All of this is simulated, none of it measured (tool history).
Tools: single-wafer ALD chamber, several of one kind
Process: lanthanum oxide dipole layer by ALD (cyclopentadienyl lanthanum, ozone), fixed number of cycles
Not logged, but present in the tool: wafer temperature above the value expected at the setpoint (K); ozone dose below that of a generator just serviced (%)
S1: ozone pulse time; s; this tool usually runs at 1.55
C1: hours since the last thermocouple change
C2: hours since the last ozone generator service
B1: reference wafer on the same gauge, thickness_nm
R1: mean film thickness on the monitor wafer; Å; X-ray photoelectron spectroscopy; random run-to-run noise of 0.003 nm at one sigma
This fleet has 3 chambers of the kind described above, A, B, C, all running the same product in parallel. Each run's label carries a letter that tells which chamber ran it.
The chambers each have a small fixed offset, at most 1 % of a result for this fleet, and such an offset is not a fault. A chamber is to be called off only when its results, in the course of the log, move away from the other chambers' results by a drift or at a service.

| run | hour | S1 | C1 | C2 | B1 | R1 |
|---|---|---|---|---|---|---|
| 1A | 4.2 | 1.55 | 1825.2 | 309.3 | 0.63476 | 5.4898 |
| 2C | 7.8 | 1.55 | 564.7 | 603.7 | 0.63535 | 5.5488 |
| 3B | 14.7 | 1.55 | 2766.2 | 729.8 | 0.63551 | 5.4827 |
| 4C | 17.9 | 1.55 | 574.8 | 613.8 | 0.63658 | 5.5425 |
| 5A | 24.4 | 1.55 | 1845.4 | 329.5 | 0.63553 | 5.4758 |
| 6B | 29.4 | 1.55 | 2780.9 | 744.5 | 0.63576 | 5.6178 |
|  | 29.5 | chamber B: thermocouple changed; heater temperature recalibrated |
| 7B | 33.4 | 1.55 | 4 | 748.5 | 0.63617 | 5.556 |
| 8C | 36.6 | 1.55 | 593.5 | 632.5 | 0.63578 | 5.5673 |
| 9A | 42.2 | 1.55 | 1863.2 | 347.3 | 0.63646 | 5.4217 |
| 10A | 46.7 | 1.55 | 1867.7 | 351.8 | 0.63554 | 5.4503 |
| 11B | 53.2 | 2.03 | 23.8 | 768.3 | 0.63665 | 5.7148 |
| 12C | 57 | 2.03 | 613.9 | 652.9 | 0.63586 | 5.7188 |
| 13A | 62.6 | 2.03 | 1883.6 | 367.7 | 0.6357 | 5.6193 |
| 14B | 66.5 | 1.55 | 37.1 | 781.6 | 0.63548 | 5.4965 |
| 15C | 71.6 | 1.55 | 628.5 | 667.5 | 0.63617 | 5.5476 |
| 16B | 75.9 | 1.25 | 46.5 | 791 | 0.6359 | 5.3398 |
| 17C | 79 | 1.25 | 635.9 | 674.9 | 0.63537 | 5.3614 |
| 18A | 82.4 | 1.25 | 1903.4 | 387.5 | 0.63575 | 5.1815 |
| 19C | 88.7 | 1.55 | 645.6 | 684.6 | 0.63645 | 5.462 |
| 20B | 94.7 | 1.55 | 65.3 | 809.8 | 0.63564 | 5.5143 |
| 21A | 101.4 | 1.85 | 1922.4 | 406.5 | 0.63653 | 5.6064 |
| 22A | 106.5 | 1.85 | 1927.5 | 411.6 | 0.6357 | 5.6063 |
| 23C | 112.2 | 1.85 | 669.1 | 708.1 | 0.63674 | 5.6209 |
| 24B | 115.4 | 1.79 | 86 | 830.5 | 0.63578 | 5.6825 |
| 25B | 121.3 | 1.79 | 91.9 | 836.4 | 0.63691 | 5.6672 |
| 26C | 124.6 | 1.79 | 681.5 | 720.5 | 0.63645 | 5.6075 |
| 27A | 129.4 | 1.55 | 1950.4 | 434.5 | 0.63645 | 5.4769 |
| 28B | 134.8 | 1.55 | 105.4 | 849.9 | 0.63586 | 5.6162 |
| 29C | 139 | 1.55 | 695.9 | 734.9 | 0.63601 | 5.3984 |
| 30A | 145.1 | 1.97 | 1966.1 | 450.2 | 0.63576 | 5.5538 |
| 31B | 150.5 | 1.97 | 121.1 | 865.6 | 0.63524 | 5.759 |
| 32C | 157.4 | 1.97 | 714.3 | 753.3 | 0.63616 | 5.5822 |
| 33A | 164.1 | 1.55 | 1985.1 | 469.2 | 0.63593 | 5.4428 |
| 34C | 168.8 | 1.55 | 725.7 | 764.7 | 0.63624 | 5.291 |
| 35B | 175.6 | 1.55 | 146.2 | 890.7 | 0.63578 | 5.4995 |
| 36A | 180.6 | 1.55 | 2001.6 | 485.7 | 0.63678 | 5.4871 |
| 37A | 187.4 | 1.55 | 2008.4 | 492.5 | 0.63593 | 5.39 |
| 38C | 192 | 1.81 | 748.9 | 787.9 | 0.63568 | 5.3943 |
| 39B | 195.4 | 1.81 | 166 | 910.5 | 0.63531 | 5.6851 |

The same settings go to every chamber for the next run, one line per chamber below. Forecast the results for each:
| 40A | 200.5 | 1.55 |  |  |  | ? |
| 40B | 200.5 | 1.55 |  |  |  | ? |
| 40C | 200.5 | 1.55 |  |  |  | ? |

| run | R1 |
|---|---|
| 40A | 5.3885 |
| 40B | 5.4854 |
| 40C | 5.1301 |

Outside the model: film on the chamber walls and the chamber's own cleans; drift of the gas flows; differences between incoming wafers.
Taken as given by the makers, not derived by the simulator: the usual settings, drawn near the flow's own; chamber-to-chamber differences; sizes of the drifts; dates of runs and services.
